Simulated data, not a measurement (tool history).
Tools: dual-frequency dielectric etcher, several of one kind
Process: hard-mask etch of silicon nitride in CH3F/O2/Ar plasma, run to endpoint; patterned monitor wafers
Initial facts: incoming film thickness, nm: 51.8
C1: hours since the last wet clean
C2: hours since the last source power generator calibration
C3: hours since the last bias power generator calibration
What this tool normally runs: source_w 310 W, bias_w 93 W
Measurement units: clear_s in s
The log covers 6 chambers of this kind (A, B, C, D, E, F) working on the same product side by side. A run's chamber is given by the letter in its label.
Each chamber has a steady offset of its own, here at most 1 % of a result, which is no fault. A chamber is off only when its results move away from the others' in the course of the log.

{"run": "1C", "hour": 5.6, "source_w": 310, "bias_w": 93, "C1": 231.4, "C2": 1643.0, "C3": 2017.7, "clear_s": 75.328}
{"run": "2B", "hour": 18.1, "source_w": 310, "bias_w": 93, "C1": 290.6, "C2": 1091.8, "C3": 1135.7, "clear_s": 75.467}
{"run": "3F", "hour": 30.0, "source_w": 310, "bias_w": 93, "C1": 694.4, "C2": 1912.3, "C3": 2020.5, "clear_s": 74.723}
{"hour": 35.7, "done": "chamber F: wet clean of the chamber"}
{"run": "4D", "hour": 39.1, "source_w": 310, "bias_w": 93, "C1": 335.5, "C2": 859.4, "C3": 835.3, "clear_s": 75.437}
{"hour": 40.2, "done": "chamber A: source power generator calibrated"}
{"run": "5E", "hour": 49.5, "source_w": 310, "bias_w": 93, "C1": 129.3, "C2": 430.0, "C3": 1415.8, "clear_s": 75.197}
{"run": "6A", "hour": 56.9, "source_w": 310, "bias_w": 75, "C1": 373.9, "C2": 16.7, "C3": 1843.4, "clear_s": 81.22}
{"run": "7E", "hour": 69.4, "source_w": 310, "bias_w": 75, "C1": 149.2, "C2": 449.9, "C3": 1435.7, "clear_s": 81.017}
{"hour": 75.5, "done": "chamber D: wet clean of the chamber"}
{"run": "8A", "hour": 76.2, "source_w": 310, "bias_w": 75, "C1": 393.2, "C2": 36.0, "C3": 1862.7, "clear_s": 80.735}
{"run": "9B", "hour": 83.6, "source_w": 310, "bias_w": 75, "C1": 356.1, "C2": 1157.3, "C3": 1201.2, "clear_s": 81.419}
{"run": "10F", "hour": 90.2, "source_w": 310, "bias_w": 75, "C1": 54.6, "C2": 1972.5, "C3": 2080.7, "clear_s": 81.163}
{"run": "11C", "hour": 99.6, "source_w": 310, "bias_w": 75, "C1": 325.4, "C2": 1737.0, "C3": 2111.7, "clear_s": 81.656}
{"run": "12D", "hour": 109.4, "source_w": 310, "bias_w": 93, "C1": 34.0, "C2": 929.7, "C3": 905.6, "clear_s": 75.9}
{"run": "13E", "hour": 120.2, "source_w": 310, "bias_w": 93, "C1": 200.0, "C2": 500.7, "C3": 1486.5, "clear_s": 75.181}
{"hour": 124.5, "done": "chamber B: wet clean of the chamber"}
{"run": "14A", "hour": 128.3, "source_w": 310, "bias_w": 93, "C1": 445.3, "C2": 88.1, "C3": 1914.8, "clear_s": 74.9}
{"run": "15B", "hour": 134.5, "source_w": 310, "bias_w": 93, "C1": 10.1, "C2": 1208.2, "C3": 1252.1, "clear_s": 74.898}
{"run": "16F", "hour": 144.8, "source_w": 310, "bias_w": 93, "C1": 109.2, "C2": 2027.1, "C3": 2135.3, "clear_s": 74.662}
{"run": "17C", "hour": 155.1, "source_w": 260, "bias_w": 109, "C1": 380.9, "C2": 1792.5, "C3": 2167.2, "clear_s": 75.567}
{"run": "18D", "hour": 161.5, "source_w": 260, "bias_w": 109, "C1": 86.1, "C2": 981.8, "C3": 957.7, "clear_s": 75.807}
{"run": "19B", "hour": 173.3, "source_w": 260, "bias_w": 109, "C1": 48.9, "C2": 1247.0, "C3": 1290.9, "clear_s": 75.82}
{"run": "20A", "hour": 185.6, "source_w": 260, "bias_w": 109, "C1": 502.6, "C2": 145.4, "C3": 1972.1, "clear_s": 75.027}
{"run": "21E", "hour": 191.6, "source_w": 260, "bias_w": 109, "C1": 271.4, "C2": 572.1, "C3": 1557.9, "clear_s": 75.819}
{"run": "22F", "hour": 200.8, "source_w": 260, "bias_w": 109, "C1": 165.2, "C2": 2083.1, "C3": 2191.3, "clear_s": 75.355}
{"run": "23C", "hour": 211.3, "source_w": 310, "bias_w": 93, "C1": 437.1, "C2": 1848.7, "C3": 2223.4, "clear_s": 75.913}
{"run": "24D", "hour": 218.9, "source_w": 310, "bias_w": 93, "C1": 143.5, "C2": 1039.2, "C3": 1015.1, "clear_s": 75.507}
{"run": "25F", "hour": 230.4, "source_w": 310, "bias_w": 93, "C1": 194.8, "C2": 2112.7, "C3": 2220.9, "clear_s": 74.652}
{"hour": 232.6, "done": "chamber A: wet clean of the chamber"}
{"run": "26B", "hour": 238.8, "source_w": 310, "bias_w": 93, "C1": 114.4, "C2": 1312.5, "C3": 1356.4, "clear_s": 75.147}
{"run": "27E", "hour": 251.1, "source_w": 310, "bias_w": 93, "C1": 330.9, "C2": 631.6, "C3": 1617.4, "clear_s": 75.69}
{"run": "28A", "hour": 261.9, "source_w": 310, "bias_w": 93, "C1": 29.4, "C2": 221.7, "C3": 2048.4, "clear_s": 75.027}
{"run": "29D", "hour": 269.0, "source_w": 310, "bias_w": 93, "C1": 193.6, "C2": 1089.3, "C3": 1065.2, "clear_s": 75.93}
{"run": "30C", "hour": 277.2, "source_w": 310, "bias_w": 93, "C1": 503.0, "C2": 1914.6, "C3": 2289.3, "clear_s": 75.556}
{"run": "31F", "hour": 286.3, "source_w": 310, "bias_w": 93, "C1": 250.7, "C2": 2168.6, "C3": 2276.8, "clear_s": 75.453}
{"run": "32A", "hour": 297.4, "source_w": 310, "bias_w": 93, "C1": 64.9, "C2": 257.2, "C3": 2083.9, "clear_s": 75.055}
{"run": "33C", "hour": 309.7, "source_w": 310, "bias_w": 93, "C1": 535.5, "C2": 1947.1, "C3": 2321.8, "clear_s": 75.254}
{"run": "34B", "hour": 317.8, "source_w": 310, "bias_w": 93, "C1": 193.4, "C2": 1391.5, "C3": 1435.4, "clear_s": 74.922}
{"run": "35E", "hour": 328.2, "source_w": 250, "bias_w": 106, "C1": 408.0, "C2": 708.7, "C3": 1694.5, "clear_s": 77.874}
{"run": "36D", "hour": 340.4, "source_w": 250, "bias_w": 106, "C1": 265.0, "C2": 1160.7, "C3": 1136.6, "clear_s": 77.961}

One chamber off, gauge drift, or nothing amiss beyond the chambers' own small offsets? If it is a chamber, which one, and what is the likeliest cause?

Neither any chamber nor the gauge drifts; the chambers differ only by their own small, steady offsets.
